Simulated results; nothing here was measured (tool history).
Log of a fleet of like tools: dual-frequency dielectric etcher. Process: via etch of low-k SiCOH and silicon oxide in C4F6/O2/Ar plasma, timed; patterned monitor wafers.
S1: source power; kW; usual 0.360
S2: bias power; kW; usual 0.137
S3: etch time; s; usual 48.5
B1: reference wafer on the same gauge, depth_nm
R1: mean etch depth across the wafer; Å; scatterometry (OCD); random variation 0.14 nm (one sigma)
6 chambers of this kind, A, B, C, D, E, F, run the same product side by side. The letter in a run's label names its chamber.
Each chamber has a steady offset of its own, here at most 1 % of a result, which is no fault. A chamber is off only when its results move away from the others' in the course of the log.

Run 1B, hour 4.0: usual settings; B1 99.023. Result: R1 1120.00 Å.
Run 2C, hour 9.7: usual settings; B1 99.076. Result: R1 1109.70 Å.
Run 3A, hour 14.7: usual settings; B1 99.030. Result: R1 1127.80 Å.
Run 4F, hour 19.9: usual settings; B1 99.033. Result: R1 1112.20 Å.
Run 5D, hour 24.3: usual settings; B1 99.064. Result: R1 1114.30 Å.
Run 6E, hour 30.9: usual settings but S2 0.168 kW; B1 99.079. Result: R1 1190.70 Å.
Run 7A, hour 37.0: usual settings but S2 0.168 kW; B1 99.079. Result: R1 1202.40 Å.
Run 8F, hour 42.2: usual settings but S2 0.168 kW; B1 99.083. Result: R1 1183.30 Å.
Run 9E, hour 47.9: usual settings but S2 0.168 kW; B1 99.125. Result: R1 1190.30 Å.
At hour 51.0: chamber A: wet clean of the chamber.
Run 10C, hour 53.4: usual settings but S2 0.168 kW; B1 99.132. Result: R1 1183.40 Å.
Run 11B, hour 58.7: usual settings but S2 0.168 kW; B1 99.146. Result: R1 1194.80 Å.
Run 12D, hour 64.8: usual settings; B1 99.153. Result: R1 1113.10 Å.
Run 13E, hour 72.1: usual settings; B1 99.191. Result: R1 1118.30 Å.
Run 14C, hour 76.9: usual settings but S1 0.450 kW; B1 99.174. Result: R1 1208.10 Å.
Run 15B, hour 81.2: usual settings but S1 0.450 kW; B1 99.174. Result: R1 1222.90 Å.
Run 16D, hour 85.7: usual settings but S1 0.450 kW; B1 99.207. Result: R1 1218.30 Å.
Run 17F, hour 90.9: usual settings but S1 0.450 kW; B1 99.214. Result: R1 1218.50 Å.
Run 18A, hour 97.7: usual settings but S1 0.450 kW; B1 99.192. Result: R1 1232.80 Å.
Run 19D, hour 104.2: usual settings but S1 0.450 kW; B1 99.266. Result: R1 1219.20 Å.
Run 20F, hour 109.9: usual settings; B1 99.252. Result: R1 1113.00 Å.
Run 21C, hour 115.6: usual settings; B1 99.292. Result: R1 1111.40 Å.
Run 22A, hour 118.9: usual settings; B1 99.292. Result: R1 1129.50 Å.
Run 23E, hour 126.1: usual settings; B1 99.294. Result: R1 1119.90 Å.
Run 24B, hour 132.4: usual settings; B1 99.328. Result: R1 1120.50 Å.
Run 25A, hour 138.8: usual settings; B1 99.340. Result: R1 1131.60 Å.
Run 26B, hour 143.8: usual settings; B1 99.334. Result: R1 1120.40 Å.
Run 27E, hour 148.1: usual settings; B1 99.325. Result: R1 1121.60 Å.
Run 28D, hour 151.4: usual settings; B1 99.341. Result: R1 1117.40 Å.
Run 29C, hour 154.8: usual settings but S2 0.109 kW, S3 38.0 s; B1 99.362. Result: R1 815.94 Å.
Run 30F, hour 159.8: usual settings but S2 0.109 kW, S3 38.0 s; B1 99.388. Result: R1 817.19 Å.
Run 31E, hour 165.9: usual settings but S2 0.109 kW, S3 38.0 s; B1 99.411. Result: R1 821.06 Å.
Run 32C, hour 173.0: usual settings but S2 0.109 kW, S3 38.0 s; B1 99.437. Result: R1 814.50 Å.
Run 33F, hour 177.6: usual settings but S2 0.109 kW, S3 38.0 s; B1 99.426. Result: R1 815.60 Å.
Run 34B, hour 182.1: usual settings but S2 0.109 kW, S3 38.0 s; B1 99.435. Result: R1 823.46 Å.
Run 35D, hour 189.6: usual settings; B1 99.438. Result: R1 1120.20 Å.
Run 36A, hour 194.6: usual settings; B1 99.483. Result: R1 1130.40 Å.
Run 37A, hour 201.5: usual settings; B1 99.502. Result: R1 1133.00 Å.
Run 38D, hour 207.8: usual settings; B1 99.493. Result: R1 1120.50 Å.

Next, every chamber runs the same settings. What will each give?
Run 39A, hour 213.2: usual settings but S3 61.0 s. Result: R1 ?.
Run 39B, hour 213.2: usual settings but S3 61.0 s. Result: R1 ?.
Run 39C, hour 213.2: usual settings but S3 61.0 s. Result: R1 ?.
Run 39D, hour 213.2: usual settings but S3 61.0 s. Result: R1 ?.
Run 39E, hour 213.2: usual settings but S3 61.0 s. Result: R1 ?.
Run 39F, hour 213.2: usual settings but S3 61.0 s. Result: R1 ?.

run       R1
39A  1424.10
39B  1414.20
39C  1401.80
39D  1407.70
39E  1412.90
39F  1404.90
